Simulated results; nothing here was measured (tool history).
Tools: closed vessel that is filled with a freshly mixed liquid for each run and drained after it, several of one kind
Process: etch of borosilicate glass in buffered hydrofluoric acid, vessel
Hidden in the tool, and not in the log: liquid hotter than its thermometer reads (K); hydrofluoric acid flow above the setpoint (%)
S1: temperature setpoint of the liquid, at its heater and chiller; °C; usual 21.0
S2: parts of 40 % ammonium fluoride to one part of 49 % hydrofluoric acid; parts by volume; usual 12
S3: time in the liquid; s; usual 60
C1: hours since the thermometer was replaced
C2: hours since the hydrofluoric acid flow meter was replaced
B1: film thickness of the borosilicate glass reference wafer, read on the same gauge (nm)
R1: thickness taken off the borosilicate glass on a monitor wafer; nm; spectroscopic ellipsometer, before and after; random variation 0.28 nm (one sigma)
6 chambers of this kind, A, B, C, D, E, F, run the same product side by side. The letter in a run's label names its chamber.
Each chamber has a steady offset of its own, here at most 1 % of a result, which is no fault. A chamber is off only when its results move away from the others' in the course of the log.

run 1A hour=10.0 | S1=21.0 S2=12 S3=60 | C1=442.7 C2=1843.0 | B1=69.973 | R1=54.883
run 2B hour=17.2 | S1=21.0 S2=12 S3=60 | C1=641.2 C2=449.1 | B1=70.005 | R1=53.777
-- hour=20.5 chamber B: thermometer replaced
run 3C hour=23.2 | S1=21.0 S2=12 S3=60 | C1=2111.9 C2=843.4 | B1=70.003 | R1=54.494
run 4F hour=29.9 | S1=21.0 S2=12 S3=60 | C1=682.6 C2=518.2 | B1=70.024 | R1=54.643
run 5E hour=36.3 | S1=21.0 S2=12 S3=60 | C1=171.9 C2=522.9 | B1=69.990 | R1=54.304
run 6D hour=43.7 | S1=21.0 S2=12 S3=60 | C1=81.9 C2=991.9 | B1=70.029 | R1=54.458
run 7D hour=53.9 | S1=24.5 S2=12 S3=60 | C1=92.1 C2=1002.1 | B1=70.056 | R1=66.673
run 8B hour=60.0 | S1=24.5 S2=12 S3=60 | C1=39.5 C2=491.9 | B1=70.025 | R1=65.676
-- hour=61.5 chamber A: hydrofluoric acid flow meter replaced
run 9E hour=68.2 | S1=24.5 S2=12 S3=60 | C1=203.8 C2=554.8 | B1=70.041 | R1=65.285
run 10A hour=75.6 | S1=24.5 S2=12 S3=60 | C1=508.3 C2=14.1 | B1=70.028 | R1=65.938
run 11F hour=83.2 | S1=24.5 S2=12 S3=60 | C1=735.9 C2=571.5 | B1=70.020 | R1=66.345
run 12C hour=93.2 | S1=24.5 S2=12 S3=60 | C1=2181.9 C2=913.4 | B1=70.030 | R1=65.873
run 13F hour=103.3 | S1=18.0 S2=12 S3=60 | C1=756.0 C2=591.6 | B1=69.998 | R1=45.896
-- hour=104.6 chamber F: hydrofluoric acid flow meter replaced
run 14D hour=110.6 | S1=18.0 S2=12 S3=60 | C1=148.8 C2=1058.8 | B1=70.024 | R1=46.359
run 15A hour=120.4 | S1=18.0 S2=12 S3=60 | C1=553.1 C2=58.9 | B1=69.994 | R1=46.644
-- hour=125.2 chamber C: hydrofluoric acid flow meter replaced
run 16C hour=125.8 | S1=18.0 S2=12 S3=60 | C1=2214.5 C2=0.7 | B1=69.967 | R1=45.222
run 17E hour=130.6 | S1=18.0 S2=12 S3=60 | C1=266.2 C2=617.2 | B1=70.016 | R1=45.961
run 18B hour=137.5 | S1=18.0 S2=12 S3=60 | C1=117.0 C2=569.4 | B1=69.990 | R1=46.083
run 19F hour=144.6 | S1=21.0 S2=12 S3=60 | C1=797.3 C2=40.1 | B1=70.021 | R1=54.613
run 20A hour=151.9 | S1=21.0 S2=12 S3=60 | C1=584.6 C2=90.4 | B1=69.975 | R1=54.984
run 21E hour=157.5 | S1=21.0 S2=12 S3=60 | C1=293.1 C2=644.1 | B1=69.966 | R1=54.400
run 22D hour=167.0 | S1=21.0 S2=12 S3=60 | C1=205.2 C2=1115.2 | B1=70.001 | R1=54.553
run 23C hour=175.8 | S1=21.0 S2=12 S3=60 | C1=2264.5 C2=50.7 | B1=70.041 | R1=53.536
run 24B hour=181.5 | S1=21.0 S2=12 S3=60 | C1=161.0 C2=613.4 | B1=69.975 | R1=54.461
run 25B hour=186.4 | S1=21.0 S2=12 S3=60 | C1=165.9 C2=618.3 | B1=70.030 | R1=54.189
run 26A hour=191.9 | S1=24.0 S2=12 S3=60 | C1=624.6 C2=130.4 | B1=70.036 | R1=64.956
run 27D hour=200.5 | S1=24.0 S2=12 S3=60 | C1=238.7 C2=1148.7 | B1=70.008 | R1=64.224
run 28C hour=208.3 | S1=24.0 S2=12 S3=60 | C1=2297.0 C2=83.2 | B1=70.035 | R1=63.775
-- hour=214.0 chamber B: hydrofluoric acid flow meter replaced
run 29F hour=214.4 | S1=24.0 S2=12 S3=60 | C1=867.1 C2=109.9 | B1=70.015 | R1=64.334
run 30E hour=218.9 | S1=24.0 S2=12 S3=60 | C1=354.5 C2=705.5 | B1=70.026 | R1=64.055
run 31B hour=228.4 | S1=24.0 S2=12 S3=60 | C1=207.9 C2=14.5 | B1=70.016 | R1=64.072
run 32F hour=236.7 | S1=21.0 S2=12 S3=60 | C1=889.4 C2=132.2 | B1=70.012 | R1=54.515
run 33E hour=242.8 | S1=21.0 S2=12 S3=60 | C1=378.4 C2=729.4 | B1=69.982 | R1=54.340
run 34A hour=252.6 | S1=21.0 S2=12 S3=60 | C1=685.3 C2=191.1 | B1=69.948 | R1=56.415
run 35C hour=259.1 | S1=21.0 S2=12 S3=60 | C1=2347.8 C2=134.0 | B1=69.994 | R1=54.156
run 36D hour=268.1 | S1=21.0 S2=10 S3=60 | C1=306.3 C2=1216.3 | B1=69.954 | R1=65.147
run 37A hour=273.3 | S1=21.0 S2=10 S3=60 | C1=706.0 C2=211.8 | B1=69.984 | R1=67.870
run 38B hour=283.5 | S1=21.0 S2=10 S3=60 | C1=263.0 C2=69.6 | B1=69.967 | R1=65.351
run 39D hour=291.3 | S1=21.0 S2=10 S3=60 | C1=329.5 C2=1239.5 | B1=70.018 | R1=64.908

What goes on in this fleet: one chamber off, a drifting gauge, or nothing beyond the chambers' own small offsets? Name the chamber and the cause, if any.

Chamber A drifts away from the others.
Cause: liquid hotter than its thermometer reads (K) = 0.571.
The log may not tell that from: hydrofluoric acid flow above the setpoint (%).

Here are 4 candidates for chamber A's next run, each the usual settings with a change, their results left as question marks. Which one brings its results back in line with what the others give on the usual settings?
In line means no further than this from the other chambers' mean on the usual settings: R1 0.960 nm
run 40A-1 hour=298.8 | S1=22.5 S2=12.0 S3=60 | R1=?
run 40A-2 hour=298.8 | S1=20.5 S2=12.5 S3=60 | R1=?
run 40A-3 hour=298.8 | S1=21.0 S2=11.5 S3=60 | R1=?
run 40A-4 hour=298.8 | S1=21.0 S2=12.5 S3=60 | R1=?

The other chambers' mean on the usual settings: R1 54.315 nm
run=40A-1 R1=61.593
run=40A-2 R1=53.107
run=40A-3 R1=59.298
run=40A-4 R1=54.543
40A-4 brings the chamber back in line.

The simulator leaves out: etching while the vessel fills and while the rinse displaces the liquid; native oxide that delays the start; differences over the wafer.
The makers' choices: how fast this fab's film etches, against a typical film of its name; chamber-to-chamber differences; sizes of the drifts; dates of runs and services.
